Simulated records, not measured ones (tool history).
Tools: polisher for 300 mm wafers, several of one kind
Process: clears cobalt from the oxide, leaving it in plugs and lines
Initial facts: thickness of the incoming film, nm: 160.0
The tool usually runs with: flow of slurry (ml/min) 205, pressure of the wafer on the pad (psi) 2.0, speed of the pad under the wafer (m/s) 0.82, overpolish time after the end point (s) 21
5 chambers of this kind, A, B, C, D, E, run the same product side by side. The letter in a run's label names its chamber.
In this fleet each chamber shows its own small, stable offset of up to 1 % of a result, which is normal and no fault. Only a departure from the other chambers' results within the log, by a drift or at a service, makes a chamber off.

run	hour	flow of slurry (ml/min)	pressure of the wafer on the pad (psi)	speed of the pad under the wafer (m/s)	overpolish time after the end point (s)	time until the end point was called (s)	dishing of a wide line in a test structure (angstrom)
# hour 0.8: chamber E: worn pad replaced by a new one
1C	4.1	205	2.0	0.82	21	44.087	418.05
2D	12.1	205	2.0	0.82	21	42.980	435.18
3B	18.6	205	2.0	0.82	21	43.038	417.98
4A	26.0	205	2.0	0.82	21	44.336	430.61
# hour 28.0: chamber C: worn pad replaced by a new one
5E	33.0	205	1.7	0.60	21	70.312	324.57
6B	39.8	205	1.7	0.60	21	68.683	318.72
7D	44.1	205	1.7	0.60	21	69.904	333.79
8C	50.6	205	1.7	0.60	21	70.290	321.40
9A	55.6	205	1.7	0.60	21	70.725	322.93
10E	61.6	205	2.0	0.82	21	43.325	431.34
# hour 61.7: chamber A: worn pad replaced by a new one
# hour 66.7: chamber D: worn pad replaced by a new one
11E	66.8	205	2.0	0.82	21	44.161	418.62
12C	73.5	205	2.0	0.82	21	43.963	424.66
13B	79.8	205	2.0	0.82	21	43.613	422.94
14D	86.6	205	2.0	0.82	21	44.648	426.18
15A	91.5	205	2.0	0.82	21	43.397	411.33
16B	98.7	205	2.0	0.82	21	43.782	423.69
17E	104.1	205	2.0	0.82	21	43.836	422.00
18D	111.3	205	2.0	0.82	21	44.829	423.42
19C	115.7	205	2.0	0.82	21	43.691	413.84
20A	121.9	205	2.0	0.82	21	44.247	420.48
# hour 123.5: chamber B: worn pad replaced by a new one
# hour 124.0: chamber D: head pressure recalibrated
21A	125.8	205	2.0	0.82	21	44.066	405.71
22B	129.4	205	2.0	0.82	21	44.573	417.12
23D	134.0	205	1.6	1.08	21	45.753	424.32
24E	139.5	205	1.6	1.08	21	41.294	419.09
25C	143.8	205	1.6	1.08	21	41.015	448.74
26D	150.4	205	1.6	1.08	21	44.688	411.68
# hour 154.8: chamber A: worn pad replaced by a new one
27E	156.2	205	1.6	1.08	21	41.486	428.86
# hour 159.0: chamber E: worn pad replaced by a new one
# hour 159.8: chamber E: slurry nozzle cleaned
28B	162.6	205	2.0	0.82	11	44.008	289.76
29A	167.7	205	2.0	0.82	11	43.035	285.15
30C	172.2	205	2.0	0.82	11	44.223	289.22
# hour 174.3: chamber C: worn pad replaced by a new one
31C	178.8	205	2.0	0.82	11	44.710	282.14
32E	186.3	205	2.0	0.82	11	43.842	277.42
# hour 187.9: chamber D: worn pad replaced by a new one
33B	194.1	205	2.0	0.82	21	43.627	411.00
34A	199.8	205	2.0	0.82	21	43.686	424.20
35D	204.0	205	2.0	0.82	21	47.202	395.29
36E	208.1	205	2.0	0.82	21	43.160	440.80
37D	214.5	205	2.0	0.82	21	47.332	417.18
38B	218.6	205	2.0	0.82	21	43.937	430.59
39A	225.9	205	2.0	0.82	21	43.827	412.91
40C	232.2	205	2.4	0.82	10	36.594	306.63

One chamber off, gauge drift, or nothing amiss beyond the chambers' own small offsets? If it is a chamber, which one, and what is the likeliest cause?

After it was serviced, chamber D no longer matches the other chambers.
Likeliest cause: head's pressure below its setpoint, % = 7.41.

Below are 4 candidate recipes for chamber D's next run, each the usual settings with a change, their results shown as question marks. Which of them brings D's results back in line with what the other chambers give on the usual settings?
In-line tolerance around the mean of the other chambers on the usual settings: time until the end point was called (s) 1.400; dishing of a wide line in a test structure (angstrom) 27.00
41D-1	238.1	205	2.0	0.80	21	?	?
41D-2	238.1	205	2.0	0.84	21	?	?
41D-3	238.1	205	1.9	0.80	21	?	?
41D-4	238.1	205	2.1	0.84	21	?	?

Usual-settings mean across the other chambers: time until the end point was called (s) 43.853; dishing of a wide line in a test structure (angstrom) 420.26
run	time until the end point was called (s)	dishing of a wide line in a test structure (angstrom)
41D-1	48.785	400.13
41D-2	46.496	409.86
41D-3	51.312	389.80
41D-4	44.313	419.46
Change 41D-4 lands the chamber within the allowed miss of the other chambers.
